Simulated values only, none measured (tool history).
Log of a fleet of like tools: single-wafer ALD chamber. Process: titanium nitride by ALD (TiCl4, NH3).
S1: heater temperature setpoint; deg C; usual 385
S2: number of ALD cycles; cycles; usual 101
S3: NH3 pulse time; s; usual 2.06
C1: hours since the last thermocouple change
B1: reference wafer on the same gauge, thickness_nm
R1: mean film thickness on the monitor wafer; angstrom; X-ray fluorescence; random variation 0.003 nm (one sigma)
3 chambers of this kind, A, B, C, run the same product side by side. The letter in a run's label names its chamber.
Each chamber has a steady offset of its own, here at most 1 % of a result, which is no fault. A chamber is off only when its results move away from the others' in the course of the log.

| run | hour | S1 | S2 | S3 | C1 | B1 | R1 |
|---|---|---|---|---|---|---|---|
| 1B | 10.3 | 385 | 101 | 2.06 | 442.3 | 2.2505 | 22.084 |
| 2A | 17.1 | 385 | 101 | 2.06 | 1881.5 | 2.2512 | 22.099 |
| 3C | 25.8 | 385 | 101 | 2.06 | 1488.4 | 2.2511 | 21.87 |
| 4B | 33.7 | 385 | 101 | 2.06 | 465.7 | 2.2511 | 22.056 |
| 5A | 42.1 | 385 | 101 | 2.06 | 1906.5 | 2.2523 | 22.142 |
| 6C | 49.6 | 385 | 101 | 2.06 | 1512.2 | 2.2513 | 21.833 |
| 7C | 56.3 | 385 | 101 | 2.06 | 1518.9 | 2.2531 | 21.856 |
| 8A | 61.9 | 376 | 101 | 2.06 | 1926.3 | 2.2529 | 21.95 |
| 9B | 67.7 | 376 | 101 | 2.06 | 499.7 | 2.2541 | 21.888 |
| 10C | 78.4 | 376 | 101 | 2.06 | 1541 | 2.2532 | 21.687 |
| 11A | 86.7 | 385 | 101 | 2.06 | 1951.1 | 2.2544 | 22.1 |
| 12B | 97.6 | 385 | 101 | 2.06 | 529.6 | 2.2546 | 22.086 |
| 13C | 107.9 | 385 | 101 | 2.06 | 1570.5 | 2.2554 | 21.939 |
| 14B | 115.3 | 385 | 101 | 1.49 | 547.3 | 2.2565 | 21.663 |
| 15A | 120.8 | 385 | 101 | 1.49 | 1985.2 | 2.2557 | 21.771 |
| 16B | 132.2 | 385 | 101 | 1.49 | 564.2 | 2.2564 | 21.675 |
| 17C | 141.7 | 385 | 101 | 2.06 | 1604.3 | 2.2563 | 21.95 |
| 18A | 149.5 | 385 | 101 | 2.06 | 2013.9 | 2.2569 | 22.138 |
| 19C | 159.2 | 385 | 101 | 2.06 | 1621.8 | 2.257 | 21.995 |
| 20B | 166.9 | 385 | 101 | 2.06 | 598.9 | 2.258 | 22.182 |
| 21A | 174.5 | 385 | 101 | 2.06 | 2038.9 | 2.2586 | 22.145 |
| 22C | 185.5 | 385 | 101 | 2.06 | 1648.1 | 2.2581 | 21.94 |
| 23B | 190.8 | 385 | 115 | 2.65 | 622.8 | 2.2587 | 25.547 |
| 24A | 196.1 | 385 | 115 | 2.65 | 2060.5 | 2.2593 | 25.581 |
| 25B | 204.9 | 385 | 115 | 2.65 | 636.9 | 2.26 | 25.474 |
| 26C | 215.7 | 385 | 101 | 2.06 | 1678.3 | 2.2597 | 22.007 |
| 27A | 227.3 | 385 | 101 | 2.06 | 2091.7 | 2.2602 | 22.173 |
| 28A | 233.7 | 385 | 101 | 2.06 | 2098.1 | 2.2612 | 22.147 |
| 29B | 240.9 | 385 | 101 | 2.06 | 672.9 | 2.261 | 22.127 |
| 30C | 247 | 396 | 101 | 2.06 | 1709.6 | 2.2612 | 22.194 |
| 31C | 257.6 | 396 | 101 | 2.06 | 1720.2 | 2.2629 | 22.246 |
| 32B | 268.5 | 396 | 101 | 2.06 | 700.5 | 2.2612 | 22.349 |

Is one chamber off against the others, does the gauge drift, or is nothing wrong? If a chamber is off, say which, and what the likeliest cause is.

The gauge drifts, so all chambers seem to drift together. No chamber is off.
Cause: gauge reads high (%) = 0.571.

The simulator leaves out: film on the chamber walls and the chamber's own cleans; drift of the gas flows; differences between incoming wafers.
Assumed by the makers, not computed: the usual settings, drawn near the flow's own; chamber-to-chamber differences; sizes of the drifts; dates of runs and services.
